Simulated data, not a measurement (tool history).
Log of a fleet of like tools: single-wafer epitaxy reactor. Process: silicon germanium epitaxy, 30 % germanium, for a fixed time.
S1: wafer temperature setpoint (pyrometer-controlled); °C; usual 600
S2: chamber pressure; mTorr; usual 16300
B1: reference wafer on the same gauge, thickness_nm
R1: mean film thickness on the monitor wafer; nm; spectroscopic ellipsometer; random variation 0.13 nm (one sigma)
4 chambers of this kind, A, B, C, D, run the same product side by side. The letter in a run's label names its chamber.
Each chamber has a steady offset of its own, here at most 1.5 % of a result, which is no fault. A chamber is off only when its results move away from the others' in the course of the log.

| run | hour | S1 | S2 | B1 | R1 |
|---|---|---|---|---|---|
| 1A | 11.6 | 600 | 16300 | 47.909 | 54.753 |
| 2C | 21.2 | 600 | 16300 | 47.904 | 54.395 |
| 3B | 27.2 | 600 | 16300 | 47.929 | 54.959 |
| 4D | 39.4 | 600 | 16300 | 47.913 | 54.495 |
| 5D | 52.1 | 600 | 16300 | 47.898 | 54.362 |
| 6B | 64.8 | 593 | 19700 | 47.891 | 52.138 |
| 7A | 71.3 | 593 | 19700 | 47.875 | 52.110 |
| 8C | 79.0 | 593 | 19700 | 47.894 | 51.678 |
| 9D | 86.5 | 593 | 19700 | 47.894 | 51.413 |
| 10B | 98.5 | 600 | 16300 | 47.933 | 55.082 |
|  | 105.4 | chamber D: capacitance manometer re-zeroed and calibrated |
| 11C | 112.0 | 600 | 16300 | 47.902 | 54.182 |
| 12A | 123.4 | 600 | 16300 | 47.885 | 54.903 |
| 13C | 134.4 | 600 | 16300 | 47.911 | 54.488 |
| 14A | 145.5 | 600 | 16300 | 47.881 | 54.568 |
| 15B | 158.6 | 600 | 16300 | 47.919 | 55.308 |
| 16D | 164.7 | 600 | 16300 | 47.890 | 52.875 |
| 17B | 175.0 | 600 | 16300 | 47.868 | 55.049 |
| 18A | 182.9 | 600 | 16300 | 47.898 | 54.673 |
| 19C | 195.8 | 600 | 16300 | 47.914 | 54.466 |
| 20D | 207.4 | 600 | 16300 | 47.906 | 52.905 |
| 21B | 214.4 | 600 | 16300 | 47.900 | 54.951 |
| 22A | 220.9 | 586 | 19500 | 47.881 | 45.253 |
| 23D | 230.6 | 586 | 19500 | 47.884 | 43.646 |
| 24C | 238.9 | 586 | 19500 | 47.889 | 45.171 |
| 25D | 250.3 | 586 | 19500 | 47.914 | 43.508 |
|  | 254.6 | chamber C: capacitance manometer re-zeroed and calibrated |
| 26B | 260.6 | 600 | 18400 | 47.892 | 57.578 |
| 27A | 266.5 | 600 | 18400 | 47.872 | 57.427 |
| 28C | 279.9 | 600 | 18400 | 47.911 | 56.809 |
| 29B | 293.2 | 600 | 18400 | 47.902 | 58.067 |
| 30C | 305.5 | 600 | 16300 | 47.907 | 53.997 |
| 31A | 311.9 | 607 | 16300 | 47.910 | 62.268 |
| 32D | 325.4 | 607 | 16300 | 47.916 | 60.317 |

Next, every chamber runs the same settings. What will each give?
| 33A | 335.1 | 600 | 16300 |  | ? |
| 33B | 335.1 | 600 | 16300 |  | ? |
| 33C | 335.1 | 600 | 16300 |  | ? |
| 33D | 335.1 | 600 | 16300 |  | ? |

| run | R1 |
|---|---|
| 33A | 54.714 |
| 33B | 54.990 |
| 33C | 54.340 |
| 33D | 52.873 |

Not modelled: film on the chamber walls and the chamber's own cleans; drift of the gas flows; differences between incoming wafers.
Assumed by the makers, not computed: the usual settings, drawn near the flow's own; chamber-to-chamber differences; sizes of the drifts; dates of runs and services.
